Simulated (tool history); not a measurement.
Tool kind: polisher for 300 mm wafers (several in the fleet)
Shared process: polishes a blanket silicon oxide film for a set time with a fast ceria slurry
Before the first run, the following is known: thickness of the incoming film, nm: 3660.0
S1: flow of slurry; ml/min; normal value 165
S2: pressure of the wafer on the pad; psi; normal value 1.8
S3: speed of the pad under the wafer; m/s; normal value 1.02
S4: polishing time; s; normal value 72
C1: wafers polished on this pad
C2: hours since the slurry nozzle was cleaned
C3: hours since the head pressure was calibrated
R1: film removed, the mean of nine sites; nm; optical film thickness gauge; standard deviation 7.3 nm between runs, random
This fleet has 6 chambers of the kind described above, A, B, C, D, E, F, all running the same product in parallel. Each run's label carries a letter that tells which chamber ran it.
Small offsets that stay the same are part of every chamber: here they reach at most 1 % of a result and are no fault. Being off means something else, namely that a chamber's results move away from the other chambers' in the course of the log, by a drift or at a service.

{"run": "1A", "hour": 7.0, "S1": 165, "S2": 1.8, "S3": 1.02, "S4": 72, "C1": 1169, "C2": 232.7, "C3": 374.9, "R1": 598.46}
{"run": "2C", "hour": 13.1, "S1": 165, "S2": 1.8, "S3": 1.02, "S4": 72, "C1": 246, "C2": 453.4, "C3": 1221.0, "R1": 600.27}
{"run": "3B", "hour": 19.0, "S1": 165, "S2": 1.8, "S3": 1.02, "S4": 72, "C1": 345, "C2": 169.0, "C3": 441.4, "R1": 621.69}
{"hour": 21.1, "done": "chamber F: worn pad replaced by a new one"}
{"run": "4F", "hour": 27.0, "S1": 165, "S2": 1.8, "S3": 1.02, "S4": 72, "C1": 56, "C2": 308.3, "C3": 353.2, "R1": 605.16}
{"hour": 27.2, "done": "chamber D: worn pad replaced by a new one"}
{"run": "5E", "hour": 34.4, "S1": 165, "S2": 1.8, "S3": 1.02, "S4": 72, "C1": 840, "C2": 538.8, "C3": 75.6, "R1": 591.92}
{"hour": 34.5, "done": "chamber E: slurry nozzle cleaned"}
{"run": "6D", "hour": 39.2, "S1": 165, "S2": 1.8, "S3": 1.02, "S4": 72, "C1": 116, "C2": 796.7, "C3": 144.9, "R1": 610.59}
{"hour": 39.5, "done": "chamber A: worn pad replaced by a new one"}
{"run": "7A", "hour": 44.1, "S1": 165, "S2": 1.8, "S3": 1.02, "S4": 72, "C1": 44, "C2": 269.8, "C3": 412.0, "R1": 603.73}
{"run": "8D", "hour": 49.8, "S1": 165, "S2": 1.8, "S3": 1.02, "S4": 72, "C1": 218, "C2": 807.3, "C3": 155.5, "R1": 607.46}
{"hour": 50.9, "done": "chamber C: head pressure recalibrated"}
{"run": "9E", "hour": 54.1, "S1": 165, "S2": 1.8, "S3": 1.02, "S4": 72, "C1": 1030, "C2": 19.6, "C3": 95.3, "R1": 599.28}
{"run": "10F", "hour": 62.2, "S1": 165, "S2": 1.8, "S3": 1.02, "S4": 72, "C1": 395, "C2": 343.5, "C3": 388.4, "R1": 605.46}
{"run": "11B", "hour": 67.2, "S1": 165, "S2": 1.6, "S3": 1.02, "S4": 72, "C1": 809, "C2": 217.2, "C3": 489.6, "R1": 527.73}
{"hour": 68.7, "done": "chamber E: worn pad replaced by a new one"}
{"run": "12C", "hour": 73.7, "S1": 165, "S2": 1.6, "S3": 1.02, "S4": 72, "C1": 829, "C2": 514.0, "C3": 22.9, "R1": 521.5}
{"run": "13A", "hour": 77.9, "S1": 165, "S2": 1.6, "S3": 1.02, "S4": 72, "C1": 370, "C2": 303.6, "C3": 445.8, "R1": 540.5}
{"run": "14D", "hour": 83.8, "S1": 165, "S2": 1.6, "S3": 1.02, "S4": 72, "C1": 545, "C2": 841.3, "C3": 189.5, "R1": 531.97}
{"run": "15F", "hour": 87.8, "S1": 165, "S2": 1.6, "S3": 1.02, "S4": 72, "C1": 642, "C2": 369.1, "C3": 414.0, "R1": 539.41}
{"run": "16B", "hour": 95.0, "S1": 165, "S2": 1.6, "S3": 1.02, "S4": 72, "C1": 1076, "C2": 245.0, "C3": 517.4, "R1": 511.32}
{"run": "17C", "hour": 99.3, "S1": 165, "S2": 1.8, "S3": 1.02, "S4": 72, "C1": 1075, "C2": 539.6, "C3": 48.5, "R1": 602.92}
{"run": "18E", "hour": 103.6, "S1": 165, "S2": 1.8, "S3": 1.02, "S4": 72, "C1": 336, "C2": 69.1, "C3": 144.8, "R1": 606.57}
{"hour": 104.5, "done": "chamber C: worn pad replaced by a new one"}
{"run": "19A", "hour": 109.5, "S1": 165, "S2": 1.8, "S3": 1.02, "S4": 72, "C1": 674, "C2": 335.2, "C3": 477.4, "R1": 602.01}
{"hour": 111.4, "done": "chamber F: worn pad replaced by a new one"}
{"run": "20F", "hour": 114.6, "S1": 165, "S2": 1.8, "S3": 1.02, "S4": 72, "C1": 31, "C2": 395.9, "C3": 440.8, "R1": 614.23}
{"run": "21E", "hour": 121.9, "S1": 165, "S2": 1.8, "S3": 1.02, "S4": 72, "C1": 512, "C2": 87.4, "C3": 163.1, "R1": 598.83}
{"hour": 124.6, "done": "chamber D: slurry nozzle cleaned"}
{"run": "22D", "hour": 127.3, "S1": 165, "S2": 1.8, "S3": 1.02, "S4": 72, "C1": 963, "C2": 2.7, "C3": 233.0, "R1": 603.79}
{"run": "23B", "hour": 134.7, "S1": 165, "S2": 1.8, "S3": 1.02, "S4": 72, "C1": 1458, "C2": 284.7, "C3": 557.1, "R1": 578.97}
{"run": "24C", "hour": 138.3, "S1": 165, "S2": 1.8, "S3": 1.02, "S4": 72, "C1": 325, "C2": 578.6, "C3": 87.5, "R1": 596.26}
{"run": "25B", "hour": 143.3, "S1": 165, "S2": 1.8, "S3": 1.02, "S4": 72, "C1": 1541, "C2": 293.3, "C3": 565.7, "R1": 568.18}
{"run": "26A", "hour": 150.3, "S1": 165, "S2": 1.8, "S3": 1.02, "S4": 72, "C1": 1067, "C2": 376.0, "C3": 518.2, "R1": 601.58}
{"run": "27D", "hour": 154.0, "S1": 165, "S2": 1.5, "S3": 1.02, "S4": 87, "C1": 1220, "C2": 29.4, "C3": 259.7, "R1": 608.63}
{"hour": 157.5, "done": "chamber D: worn pad replaced by a new one"}
{"run": "28E", "hour": 161.9, "S1": 165, "S2": 1.5, "S3": 1.02, "S4": 87, "C1": 897, "C2": 127.4, "C3": 203.1, "R1": 602.47}
{"run": "29C", "hour": 167.1, "S1": 165, "S2": 1.5, "S3": 1.02, "S4": 87, "C1": 603, "C2": 607.4, "C3": 116.3, "R1": 599.77}
{"run": "30F", "hour": 170.7, "S1": 165, "S2": 1.5, "S3": 1.02, "S4": 87, "C1": 571, "C2": 452.0, "C3": 496.9, "R1": 596.9}
{"run": "31E", "hour": 174.3, "S1": 165, "S2": 1.5, "S3": 1.02, "S4": 87, "C1": 1016, "C2": 139.8, "C3": 215.5, "R1": 602.7}
{"run": "32F", "hour": 180.7, "S1": 165, "S2": 1.5, "S3": 1.02, "S4": 87, "C1": 667, "C2": 462.0, "C3": 506.9, "R1": 602.27}
{"hour": 183.2, "done": "chamber F: head pressure recalibrated"}
{"run": "33C", "hour": 184.3, "S1": 165, "S2": 1.8, "S3": 1.02, "S4": 72, "C1": 768, "C2": 624.6, "C3": 133.5, "R1": 601.12}
{"run": "34B", "hour": 188.0, "S1": 165, "S2": 1.8, "S3": 1.02, "S4": 72, "C1": 1971, "C2": 338.0, "C3": 610.4, "R1": 557.56}
{"run": "35A", "hour": 193.3, "S1": 165, "S2": 1.8, "S3": 1.02, "S4": 72, "C1": 1480, "C2": 419.0, "C3": 561.2, "R1": 611.03}
{"run": "36D", "hour": 197.3, "S1": 165, "S2": 1.8, "S3": 1.02, "S4": 72, "C1": 383, "C2": 72.7, "C3": 303.0, "R1": 607.19}
{"hour": 202.4, "done": "chamber A: worn pad replaced by a new one"}
{"hour": 203.5, "done": "chamber C: worn pad replaced by a new one"}
{"run": "37B", "hour": 204.5, "S1": 165, "S2": 1.8, "S3": 1.02, "S4": 72, "C1": 2130, "C2": 354.5, "C3": 626.9, "R1": 554.19}
{"hour": 207.2, "done": "chamber E: worn pad replaced by a new one"}
{"run": "38E", "hour": 208.5, "S1": 165, "S2": 1.8, "S3": 1.02, "S4": 72, "C1": 13, "C2": 174.0, "C3": 249.7, "R1": 587.63}
{"run": "39F", "hour": 212.7, "S1": 165, "S2": 1.8, "S3": 1.02, "S4": 72, "C1": 975, "C2": 494.0, "C3": 29.6, "R1": 608.67}
{"run": "40D", "hour": 216.6, "S1": 165, "S2": 1.8, "S3": 1.02, "S4": 72, "C1": 569, "C2": 92.0, "C3": 322.3, "R1": 613.34}
{"run": "41A", "hour": 224.3, "S1": 165, "S2": 1.8, "S3": 1.02, "S4": 72, "C1": 210, "C2": 450.0, "C3": 592.2, "R1": 601.52}
{"run": "42C", "hour": 229.6, "S1": 165, "S2": 1.8, "S3": 1.02, "S4": 72, "C1": 251, "C2": 669.9, "C3": 178.8, "R1": 604.03}
{"run": "43B", "hour": 235.5, "S1": 165, "S2": 1.8, "S3": 1.24, "S4": 84, "C1": 2428, "C2": 385.5, "C3": 657.9, "R1": 772.08}
{"run": "44C", "hour": 239.6, "S1": 165, "S2": 1.8, "S3": 1.24, "S4": 84, "C1": 348, "C2": 679.9, "C3": 188.8, "R1": 827.02}

Does one chamber stand apart from the rest, does the shared gauge drift, or is all well apart from small per-chamber offsets? Give the chamber and the most likely cause, where there is one.

Little by little, chamber B moves away from the other chambers.
Cause: removal rate lost through wear of the pad, % = 11.7.
The log might look much the same if the cause were instead: slurry flow missing at the pad, %; head's pressure below its setpoint, %.

Chamber B could run next with any of the 4 candidate recipes listed below; each alters the usual settings, and their results appear as question marks. Which one brings its results back in line with what the other chambers deliver on the usual settings?
Counts as in line when no further than this from what the other chambers average on the usual settings: R1 25.00 nm
{"run": "45B-1", "hour": 245.4, "S1": 160, "S2": 1.6, "S3": 1.02, "S4": 65, "R1": "?"}
{"run": "45B-2", "hour": 245.4, "S1": 165, "S2": 1.9, "S3": 1.08, "S4": 72, "R1": "?"}
{"run": "45B-3", "hour": 245.4, "S1": 165, "S2": 1.8, "S3": 1.26, "S4": 72, "R1": "?"}
{"run": "45B-4", "hour": 245.4, "S1": 165, "S2": 1.6, "S3": 1.02, "S4": 72, "R1": "?"}

On the usual settings, the other chambers give on average: R1 599.84 nm
run=45B-1 R1=427.93
run=45B-2 R1=599.56
run=45B-3 R1=661.81
run=45B-4 R1=476.40
45B-2 puts the chamber back in line with the other chambers.
